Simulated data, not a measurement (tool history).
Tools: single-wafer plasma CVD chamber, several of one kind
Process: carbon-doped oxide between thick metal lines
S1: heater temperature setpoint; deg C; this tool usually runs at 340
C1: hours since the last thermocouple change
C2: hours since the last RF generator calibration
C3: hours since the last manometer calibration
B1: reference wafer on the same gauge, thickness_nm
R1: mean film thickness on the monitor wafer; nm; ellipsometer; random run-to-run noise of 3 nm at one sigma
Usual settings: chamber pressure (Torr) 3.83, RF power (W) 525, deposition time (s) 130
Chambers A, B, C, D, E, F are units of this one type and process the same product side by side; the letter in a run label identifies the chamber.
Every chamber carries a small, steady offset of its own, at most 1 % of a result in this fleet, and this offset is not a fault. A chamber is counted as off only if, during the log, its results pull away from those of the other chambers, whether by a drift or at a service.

run 1D hour=4.9 | S1=340 chamber_pressure_(Torr)=3.83 RF_power_(W)=525 deposition_time_(s)=130 | C1=1498.8 C2=1194.3 C3=1006.0 | B1=626.36 | R1=664.04
run 2E hour=9.0 | S1=340 chamber_pressure_(Torr)=3.83 RF_power_(W)=525 deposition_time_(s)=130 | C1=1599.1 C2=864.4 C3=1057.8 | B1=626.09 | R1=666.75
run 3B hour=13.9 | S1=340 chamber_pressure_(Torr)=3.83 RF_power_(W)=525 deposition_time_(s)=130 | C1=735.7 C2=216.4 C3=655.9 | B1=626.28 | R1=665.63
run 4F hour=18.9 | S1=340 chamber_pressure_(Torr)=3.83 RF_power_(W)=525 deposition_time_(s)=130 | C1=1440.7 C2=1170.1 C3=1666.4 | B1=625.49 | R1=669.48
run 5C hour=23.5 | S1=340 chamber_pressure_(Torr)=3.83 RF_power_(W)=525 deposition_time_(s)=130 | C1=708.3 C2=758.1 C3=1790.7 | B1=625.84 | R1=667.00
run 6A hour=26.3 | S1=340 chamber_pressure_(Torr)=3.83 RF_power_(W)=525 deposition_time_(s)=130 | C1=370.4 C2=858.6 C3=612.3 | B1=626.31 | R1=657.03
run 7D hour=30.3 | S1=326 chamber_pressure_(Torr)=4.66 RF_power_(W)=525 deposition_time_(s)=130 | C1=1524.2 C2=1219.7 C3=1031.4 | B1=626.19 | R1=709.80
run 8F hour=34.8 | S1=326 chamber_pressure_(Torr)=4.66 RF_power_(W)=525 deposition_time_(s)=130 | C1=1456.6 C2=1186.0 C3=1682.3 | B1=626.32 | R1=719.06
run 9C hour=37.3 | S1=326 chamber_pressure_(Torr)=4.66 RF_power_(W)=525 deposition_time_(s)=130 | C1=722.1 C2=771.9 C3=1804.5 | B1=625.91 | R1=717.37
run 10B hour=41.8 | S1=326 chamber_pressure_(Torr)=4.66 RF_power_(W)=525 deposition_time_(s)=130 | C1=763.6 C2=244.3 C3=683.8 | B1=626.46 | R1=715.07
run 11E hour=46.4 | S1=326 chamber_pressure_(Torr)=4.66 RF_power_(W)=525 deposition_time_(s)=130 | C1=1636.5 C2=901.8 C3=1095.2 | B1=626.10 | R1=717.09
run 12A hour=48.9 | S1=326 chamber_pressure_(Torr)=4.66 RF_power_(W)=525 deposition_time_(s)=130 | C1=393.0 C2=881.2 C3=634.9 | B1=625.80 | R1=709.70
run 13B hour=52.7 | S1=340 chamber_pressure_(Torr)=3.83 RF_power_(W)=450 deposition_time_(s)=130 | C1=774.5 C2=255.2 C3=694.7 | B1=625.71 | R1=601.46
run 14A hour=56.3 | S1=340 chamber_pressure_(Torr)=3.83 RF_power_(W)=450 deposition_time_(s)=130 | C1=400.4 C2=888.6 C3=642.3 | B1=626.04 | R1=601.90
run 15F hour=61.4 | S1=340 chamber_pressure_(Torr)=3.83 RF_power_(W)=450 deposition_time_(s)=130 | C1=1483.2 C2=1212.6 C3=1708.9 | B1=625.68 | R1=604.89
run 16C hour=66.1 | S1=340 chamber_pressure_(Torr)=3.83 RF_power_(W)=450 deposition_time_(s)=130 | C1=750.9 C2=800.7 C3=1833.3 | B1=625.64 | R1=607.08
run 17E hour=69.2 | S1=340 chamber_pressure_(Torr)=3.83 RF_power_(W)=450 deposition_time_(s)=130 | C1=1659.3 C2=924.6 C3=1118.0 | B1=626.27 | R1=611.05
run 18D hour=72.6 | S1=340 chamber_pressure_(Torr)=3.83 RF_power_(W)=450 deposition_time_(s)=130 | C1=1566.5 C2=1262.0 C3=1073.7 | B1=626.36 | R1=606.26
run 19D hour=77.5 | S1=340 chamber_pressure_(Torr)=3.83 RF_power_(W)=525 deposition_time_(s)=130 | C1=1571.4 C2=1266.9 C3=1078.6 | B1=626.00 | R1=662.75
run 20E hour=80.3 | S1=340 chamber_pressure_(Torr)=3.83 RF_power_(W)=525 deposition_time_(s)=130 | C1=1670.4 C2=935.7 C3=1129.1 | B1=626.19 | R1=667.97
run 21C hour=83.5 | S1=340 chamber_pressure_(Torr)=3.83 RF_power_(W)=525 deposition_time_(s)=130 | C1=768.3 C2=818.1 C3=1850.7 | B1=625.64 | R1=668.56
run 22B hour=86.5 | S1=340 chamber_pressure_(Torr)=3.83 RF_power_(W)=525 deposition_time_(s)=130 | C1=808.3 C2=289.0 C3=728.5 | B1=626.15 | R1=660.54
run 23A hour=91.5 | S1=340 chamber_pressure_(Torr)=3.83 RF_power_(W)=525 deposition_time_(s)=130 | C1=435.6 C2=923.8 C3=677.5 | B1=626.54 | R1=659.09
run 24F hour=95.4 | S1=340 chamber_pressure_(Torr)=3.83 RF_power_(W)=525 deposition_time_(s)=130 | C1=1517.2 C2=1246.6 C3=1742.9 | B1=626.26 | R1=672.98
run 25D hour=99.6 | S1=340 chamber_pressure_(Torr)=3.83 RF_power_(W)=525 deposition_time_(s)=130 | C1=1593.5 C2=1289.0 C3=1100.7 | B1=625.16 | R1=663.22
run 26F hour=102.2 | S1=340 chamber_pressure_(Torr)=3.83 RF_power_(W)=525 deposition_time_(s)=130 | C1=1524.0 C2=1253.4 C3=1749.7 | B1=625.60 | R1=669.34
run 27C hour=106.6 | S1=340 chamber_pressure_(Torr)=3.83 RF_power_(W)=525 deposition_time_(s)=130 | C1=791.4 C2=841.2 C3=1873.8 | B1=625.74 | R1=664.85
run 28B hour=111.4 | S1=340 chamber_pressure_(Torr)=3.83 RF_power_(W)=525 deposition_time_(s)=130 | C1=833.2 C2=313.9 C3=753.4 | B1=625.59 | R1=662.72
run 29E hour=115.6 | S1=340 chamber_pressure_(Torr)=3.83 RF_power_(W)=525 deposition_time_(s)=130 | C1=1705.7 C2=971.0 C3=1164.4 | B1=627.08 | R1=669.64
run 30A hour=118.7 | S1=340 chamber_pressure_(Torr)=3.83 RF_power_(W)=525 deposition_time_(s)=130 | C1=462.8 C2=951.0 C3=704.7 | B1=626.10 | R1=662.37
run 31F hour=123.0 | S1=340 chamber_pressure_(Torr)=3.83 RF_power_(W)=525 deposition_time_(s)=130 | C1=1544.8 C2=1274.2 C3=1770.5 | B1=626.41 | R1=670.04
run 32D hour=126.3 | S1=331 chamber_pressure_(Torr)=3.83 RF_power_(W)=525 deposition_time_(s)=130 | C1=1620.2 C2=1315.7 C3=1127.4 | B1=626.19 | R1=681.47
run 33A hour=129.5 | S1=331 chamber_pressure_(Torr)=3.83 RF_power_(W)=525 deposition_time_(s)=130 | C1=473.6 C2=961.8 C3=715.5 | B1=626.72 | R1=680.07
run 34C hour=133.4 | S1=331 chamber_pressure_(Torr)=3.83 RF_power_(W)=525 deposition_time_(s)=130 | C1=818.2 C2=868.0 C3=1900.6 | B1=625.54 | R1=684.04
-- hour=134.7 chamber C: RF generator calibrated
run 35E hour=136.0 | S1=331 chamber_pressure_(Torr)=3.83 RF_power_(W)=525 deposition_time_(s)=130 | C1=1726.1 C2=991.4 C3=1184.8 | B1=626.20 | R1=686.83
run 36B hour=138.7 | S1=331 chamber_pressure_(Torr)=3.83 RF_power_(W)=525 deposition_time_(s)=130 | C1=860.5 C2=341.2 C3=780.7 | B1=626.08 | R1=682.28
run 37C hour=142.2 | S1=331 chamber_pressure_(Torr)=3.83 RF_power_(W)=525 deposition_time_(s)=130 | C1=827.0 C2=7.6 C3=1909.4 | B1=627.02 | R1=682.22
run 38B hour=145.6 | S1=340 chamber_pressure_(Torr)=3.83 RF_power_(W)=475 deposition_time_(s)=130 | C1=867.4 C2=348.1 C3=787.6 | B1=625.44 | R1=621.66
run 39F hour=148.5 | S1=340 chamber_pressure_(Torr)=3.83 RF_power_(W)=475 deposition_time_(s)=130 | C1=1570.3 C2=1299.7 C3=1796.0 | B1=625.96 | R1=626.07
run 40A hour=151.8 | S1=340 chamber_pressure_(Torr)=3.83 RF_power_(W)=475 deposition_time_(s)=130 | C1=495.9 C2=984.1 C3=737.8 | B1=625.44 | R1=621.22
run 41D hour=155.2 | S1=340 chamber_pressure_(Torr)=3.83 RF_power_(W)=475 deposition_time_(s)=130 | C1=1649.1 C2=1344.6 C3=1156.3 | B1=626.29 | R1=622.45
run 42E hour=157.9 | S1=340 chamber_pressure_(Torr)=3.83 RF_power_(W)=475 deposition_time_(s)=130 | C1=1748.0 C2=1013.3 C3=1206.7 | B1=626.34 | R1=628.64
run 43A hour=162.5 | S1=340 chamber_pressure_(Torr)=3.83 RF_power_(W)=475 deposition_time_(s)=130 | C1=506.6 C2=994.8 C3=748.5 | B1=625.60 | R1=624.12
run 44C hour=165.2 | S1=340 chamber_pressure_(Torr)=3.83 RF_power_(W)=525 deposition_time_(s)=130 | C1=850.0 C2=30.6 C3=1932.4 | B1=625.91 | R1=663.00

Has any chamber moved away from the others, gradually or after a service, or does the common gauge drift, or do the chambers differ only by their own small steady offsets? State the chamber and the most likely cause if one applies.

All chambers stay in line apart from their small fixed offsets, and the gauge does not drift.
